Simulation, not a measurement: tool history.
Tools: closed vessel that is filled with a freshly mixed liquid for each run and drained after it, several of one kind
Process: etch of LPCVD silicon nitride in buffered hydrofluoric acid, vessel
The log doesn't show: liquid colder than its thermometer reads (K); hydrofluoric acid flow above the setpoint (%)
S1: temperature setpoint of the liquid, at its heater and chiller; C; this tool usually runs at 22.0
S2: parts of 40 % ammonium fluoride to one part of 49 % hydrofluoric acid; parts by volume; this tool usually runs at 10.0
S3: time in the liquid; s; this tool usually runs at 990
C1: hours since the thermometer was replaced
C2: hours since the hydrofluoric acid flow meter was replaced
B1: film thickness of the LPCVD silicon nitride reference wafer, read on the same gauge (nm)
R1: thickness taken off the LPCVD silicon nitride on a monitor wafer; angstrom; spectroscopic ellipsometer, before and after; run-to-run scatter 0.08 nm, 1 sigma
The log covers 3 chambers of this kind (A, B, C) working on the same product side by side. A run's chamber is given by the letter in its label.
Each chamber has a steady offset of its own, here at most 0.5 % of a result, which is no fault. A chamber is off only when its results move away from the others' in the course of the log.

run,day,S1,S2,S3,C1,C2,B1,R1
# day 0.308: chamber B: hydrofluoric acid flow meter replaced
1A,0.375,22.0,10.0,990,147.6,962.8,69.922,138.160
# day 0.600: chamber B: thermometer replaced
2B,0.662,22.0,10.0,990,1.5,8.6,70.071,139.580
3C,1.129,22.0,10.0,990,1464.6,1258.9,70.003,138.270
4A,1.567,22.0,10.0,990,176.2,991.4,69.984,139.720
5C,1.838,22.0,10.0,990,1481.6,1275.9,70.001,139.700
6B,2.233,22.0,10.0,990,39.2,46.3,69.992,139.310
7C,2.483,22.0,10.0,990,1497.1,1291.4,70.007,138.430
8B,2.808,22.0,10.0,990,53.0,60.1,69.960,138.650
9A,3.217,19.5,10.0,500,215.8,1031.0,70.021,61.413
10A,3.633,19.5,10.0,500,225.8,1041.0,70.016,61.083
11B,3.933,19.5,10.0,500,80.0,87.1,69.969,61.167
12C,4.183,26.0,14.0,990,1537.9,1332.2,69.997,124.400
13A,4.562,26.0,14.0,990,248.1,1063.3,69.972,125.280
14C,4.917,26.0,14.0,990,1555.5,1349.8,69.974,123.130
15B,5.354,22.0,10.0,990,114.1,121.2,70.068,139.130
16A,5.812,22.0,10.0,990,278.1,1093.3,69.995,139.290
17C,6.038,22.0,10.0,990,1582.4,1376.7,70.003,139.130
18B,6.500,22.0,10.0,990,141.6,148.7,70.006,138.050
19C,6.875,22.0,10.0,990,1602.5,1396.8,70.025,138.740
20B,7.329,25.0,10.0,1505,161.5,168.6,70.042,247.070
21A,7.571,25.0,10.0,1505,320.3,1135.5,69.996,247.710
22B,7.954,25.0,10.0,1505,176.5,183.6,70.037,246.700
23A,8.162,22.0,10.0,990,334.5,1149.7,70.009,138.480
24C,8.633,22.0,11.5,1320,1644.7,1439.0,69.990,161.190
25C,8.867,22.0,11.5,1320,1650.3,1444.6,70.008,164.120
26B,9.325,22.0,11.5,1320,209.4,216.5,70.011,164.110
27A,9.600,22.0,10.0,990,369.0,1184.2,69.999,137.920
28C,9.900,22.0,10.0,990,1675.1,1469.4,69.971,138.490
29B,10.192,22.0,10.0,990,230.2,237.3,70.019,138.860
# day 10.425: chamber C: thermometer replaced
30A,10.592,22.0,10.0,990,392.8,1208.0,70.029,139.150
31B,11.075,22.0,10.0,990,251.4,258.5,70.015,138.880
32C,11.525,22.0,10.0,990,26.4,1508.4,69.992,137.910
33A,11.875,22.0,10.0,990,423.6,1238.8,69.973,140.210
34C,12.229,22.0,10.0,990,43.3,1525.3,70.022,138.980
35B,12.462,22.0,12.0,1480,284.7,291.8,70.047,172.300
36A,12.750,22.0,12.0,1480,444.6,1259.8,69.971,173.350
37A,13.021,22.0,12.0,1480,451.1,1266.3,70.025,172.100
38B,13.233,22.0,9.0,990,303.2,310.3,70.009,149.400

Does one chamber stand apart from the rest, does the shared gauge drift, or is all well apart from small per-chamber offsets? Give the chamber and the most likely cause, where there is one.

Neither any chamber nor the gauge drifts; the chambers differ only by their own small, steady offsets.

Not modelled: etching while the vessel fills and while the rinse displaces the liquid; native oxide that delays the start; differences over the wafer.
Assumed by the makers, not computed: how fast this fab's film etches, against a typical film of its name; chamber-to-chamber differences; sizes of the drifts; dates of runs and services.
